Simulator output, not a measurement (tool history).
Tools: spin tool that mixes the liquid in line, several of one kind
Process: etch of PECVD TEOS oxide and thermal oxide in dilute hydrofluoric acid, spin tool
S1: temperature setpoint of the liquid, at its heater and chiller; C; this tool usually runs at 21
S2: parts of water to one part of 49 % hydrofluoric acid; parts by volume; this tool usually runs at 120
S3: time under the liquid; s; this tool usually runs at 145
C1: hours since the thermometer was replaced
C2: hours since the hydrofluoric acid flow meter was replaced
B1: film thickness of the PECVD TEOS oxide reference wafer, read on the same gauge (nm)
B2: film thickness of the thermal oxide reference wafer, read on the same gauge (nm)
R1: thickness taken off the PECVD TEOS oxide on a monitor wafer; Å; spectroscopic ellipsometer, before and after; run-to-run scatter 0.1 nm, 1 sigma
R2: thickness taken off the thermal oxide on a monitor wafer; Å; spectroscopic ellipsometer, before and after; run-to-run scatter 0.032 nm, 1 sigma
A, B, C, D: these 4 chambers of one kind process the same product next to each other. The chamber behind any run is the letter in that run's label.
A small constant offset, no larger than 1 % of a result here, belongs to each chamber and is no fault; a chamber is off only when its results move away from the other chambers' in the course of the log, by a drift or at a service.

run   hour    S1   S2   S3      C1     C2      B1      B2      R1      R2
 1B    5.5    21  120  145  2506.1    365  130.01     110  139.08  50.929
 2A    8.9    21  120  145  1464.9  809.1     130  109.99  137.14  50.597
 3C   11.9    21  120  145   192.2  554.1     130     110  136.69  51.127
 4D   16.1    21  120  145  2098.7  934.1  129.99     110  137.01  51.081
 5B   20.4    21  120  145    2521  379.9     130  109.99  140.47   50.69
 6A   24.3  17.5   95  145  1480.3  824.5  130.01  110.01   156.4  57.349
 7C   28.6  17.5   95  145   208.9  570.8     130     110  152.87   56.84
 8D   34.7  17.5   95  145  2117.3  952.7  129.99  110.01  152.79  56.951
 9B   38.8  17.5   95  145  2539.4  398.3     130     110  157.57  57.726
10A     44    21  120  145    1500  844.2  129.99  110.01  137.36  51.482
11D   48.3    21  120  145  2130.9  966.3     130     110  135.57  50.647
12C   53.9    21  120  145   234.2  596.1     130  109.99     136  50.767
13D   60.5    21  120  145  2143.1  978.5  129.99     110  138.98  51.129
      65.2  -- chamber D: hydrofluoric acid flow meter replaced
14C   67.1    21  120  145   247.4  609.3  130.01  109.99  135.58  50.971
15B   72.3    21  120  145  2572.9  431.8  129.99     110  137.99   50.81
16A     76    21  120  145    1532  876.2     130     110   137.8  51.312
17C   79.8    21  120  145   260.1    622  130.03     110  137.94  51.031
18D   85.4    21  120  145    2168   20.3     130     110  139.36  51.185
19A   90.2    21  120  145  1546.2  890.4  130.01     110  138.48  51.251
20B   96.4    21   95  110    2597  455.9  129.98     110  137.13  50.589
21D   99.5    21   95  110  2182.1   34.4  130.01  110.01  134.52  50.621
22C  103.7    21   95  110     284  645.9  129.99  109.99  133.13  49.758
23B  109.8    21   95  110  2610.4  469.3  129.98  109.99  135.96  49.859
24A  115.3    21  120  145  1571.3  915.5     130  109.99  136.05  50.965
25B  119.7    21  120  145  2620.3  479.2     130     110  138.15  50.621
26D    126    25  120  145  2208.6   60.9  129.99     110  159.33  60.421
27A  129.2    25  120  145  1585.2  929.4  130.01     110  161.23  60.543
28C  134.1    25  120  145   314.4  676.3  130.01     110  160.89   59.25
29C    138    25  120  145   318.3  680.2  129.98     110  160.57  59.446
30D  143.5    21  120  145  2226.1   78.4  129.98  109.98  137.26  51.789

What goes on in this fleet: one chamber off, a drifting gauge, or nothing beyond the chambers' own small offsets? Name the chamber and the cause, if any.

No chamber is off and the gauge is stable; the differences are just each chamber's small, constant offset.
